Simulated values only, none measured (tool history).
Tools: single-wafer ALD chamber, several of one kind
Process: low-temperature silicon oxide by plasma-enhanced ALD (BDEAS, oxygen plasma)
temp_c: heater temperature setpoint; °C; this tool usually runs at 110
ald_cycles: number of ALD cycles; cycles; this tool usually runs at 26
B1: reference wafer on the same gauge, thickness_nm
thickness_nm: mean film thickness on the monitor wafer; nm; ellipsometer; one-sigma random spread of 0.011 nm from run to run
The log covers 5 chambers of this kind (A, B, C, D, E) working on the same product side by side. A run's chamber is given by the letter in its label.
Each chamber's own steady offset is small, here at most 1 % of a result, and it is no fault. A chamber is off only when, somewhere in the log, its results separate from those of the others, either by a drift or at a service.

{"run": "1A", "hour": 8.1, "temp_c": 110, "ald_cycles": 26, "B1": 3.5487, "thickness_nm": 3.6428}
{"run": "2B", "hour": 16.4, "temp_c": 110, "ald_cycles": 26, "B1": 3.5519, "thickness_nm": 3.6822}
{"run": "3E", "hour": 31.7, "temp_c": 110, "ald_cycles": 26, "B1": 3.5504, "thickness_nm": 3.6343}
{"run": "4D", "hour": 41.0, "temp_c": 110, "ald_cycles": 26, "B1": 3.5497, "thickness_nm": 3.6397}
{"run": "5C", "hour": 53.8, "temp_c": 110, "ald_cycles": 23, "B1": 3.5533, "thickness_nm": 3.2502}
{"run": "6B", "hour": 65.6, "temp_c": 110, "ald_cycles": 23, "B1": 3.5534, "thickness_nm": 3.2483}
{"run": "7C", "hour": 74.3, "temp_c": 110, "ald_cycles": 23, "B1": 3.551, "thickness_nm": 3.2476}
{"run": "8E", "hour": 81.3, "temp_c": 110, "ald_cycles": 23, "B1": 3.5477, "thickness_nm": 3.2472}
{"run": "9D", "hour": 90.7, "temp_c": 110, "ald_cycles": 23, "B1": 3.5514, "thickness_nm": 3.2004}
{"run": "10A", "hour": 100.5, "temp_c": 110, "ald_cycles": 26, "B1": 3.5484, "thickness_nm": 3.6576}
{"run": "11C", "hour": 108.5, "temp_c": 110, "ald_cycles": 26, "B1": 3.5524, "thickness_nm": 3.6534}
{"run": "12A", "hour": 116.0, "temp_c": 110, "ald_cycles": 26, "B1": 3.5467, "thickness_nm": 3.6734}
{"run": "13B", "hour": 124.1, "temp_c": 110, "ald_cycles": 26, "B1": 3.5504, "thickness_nm": 3.7006}
{"run": "14D", "hour": 136.6, "temp_c": 110, "ald_cycles": 26, "B1": 3.5499, "thickness_nm": 3.6218}
{"run": "15E", "hour": 151.9, "temp_c": 110, "ald_cycles": 22, "B1": 3.5496, "thickness_nm": 3.0991}
{"run": "16B", "hour": 165.0, "temp_c": 110, "ald_cycles": 22, "B1": 3.5509, "thickness_nm": 3.0942}
{"run": "17D", "hour": 176.6, "temp_c": 110, "ald_cycles": 22, "B1": 3.5505, "thickness_nm": 3.066}
{"run": "18E", "hour": 184.8, "temp_c": 110, "ald_cycles": 22, "B1": 3.5484, "thickness_nm": 3.0952}
{"run": "19C", "hour": 197.8, "temp_c": 110, "ald_cycles": 22, "B1": 3.5516, "thickness_nm": 3.0924}
{"run": "20A", "hour": 207.3, "temp_c": 110, "ald_cycles": 26, "B1": 3.5507, "thickness_nm": 3.6733}
{"run": "21D", "hour": 222.0, "temp_c": 110, "ald_cycles": 26, "B1": 3.5497, "thickness_nm": 3.6437}
{"run": "22C", "hour": 234.3, "temp_c": 110, "ald_cycles": 26, "B1": 3.551, "thickness_nm": 3.6685}
{"run": "23E", "hour": 245.0, "temp_c": 121, "ald_cycles": 31, "B1": 3.5533, "thickness_nm": 4.2694}
{"run": "24A", "hour": 255.8, "temp_c": 121, "ald_cycles": 31, "B1": 3.5503, "thickness_nm": 4.2731}
{"run": "25B", "hour": 265.2, "temp_c": 121, "ald_cycles": 31, "B1": 3.5502, "thickness_nm": 4.2815}
{"run": "26A", "hour": 280.0, "temp_c": 121, "ald_cycles": 31, "B1": 3.5483, "thickness_nm": 4.3032}
{"run": "27D", "hour": 292.6, "temp_c": 121, "ald_cycles": 31, "B1": 3.5492, "thickness_nm": 4.2254}
{"run": "28B", "hour": 302.8, "temp_c": 110, "ald_cycles": 26, "B1": 3.5509, "thickness_nm": 3.6804}
{"run": "29E", "hour": 313.7, "temp_c": 110, "ald_cycles": 26, "B1": 3.5522, "thickness_nm": 3.6693}
{"run": "30C", "hour": 327.2, "temp_c": 110, "ald_cycles": 26, "B1": 3.5512, "thickness_nm": 3.6569}
{"run": "31E", "hour": 341.2, "temp_c": 110, "ald_cycles": 26, "B1": 3.5509, "thickness_nm": 3.6854}
{"run": "32A", "hour": 354.6, "temp_c": 110, "ald_cycles": 26, "B1": 3.5497, "thickness_nm": 3.667}
{"run": "33B", "hour": 361.5, "temp_c": 110, "ald_cycles": 26, "B1": 3.549, "thickness_nm": 3.6884}
{"run": "34D", "hour": 376.8, "temp_c": 110, "ald_cycles": 26, "B1": 3.552, "thickness_nm": 3.6201}
{"run": "35C", "hour": 386.4, "temp_c": 110, "ald_cycles": 26, "B1": 3.5506, "thickness_nm": 3.6684}
{"run": "36E", "hour": 398.6, "temp_c": 110, "ald_cycles": 26, "B1": 3.5485, "thickness_nm": 3.65}
{"run": "37A", "hour": 407.8, "temp_c": 110, "ald_cycles": 26, "B1": 3.5511, "thickness_nm": 3.6669}
{"run": "38D", "hour": 419.5, "temp_c": 110, "ald_cycles": 26, "B1": 3.5526, "thickness_nm": 3.6179}
{"run": "39C", "hour": 429.8, "temp_c": 110, "ald_cycles": 26, "B1": 3.5508, "thickness_nm": 3.6479}

What goes on in this fleet: one chamber off, a drifting gauge, or nothing beyond the chambers' own small offsets? Name the chamber and the cause, if any.

All chambers stay in line apart from their small fixed offsets, and the gauge does not drift.
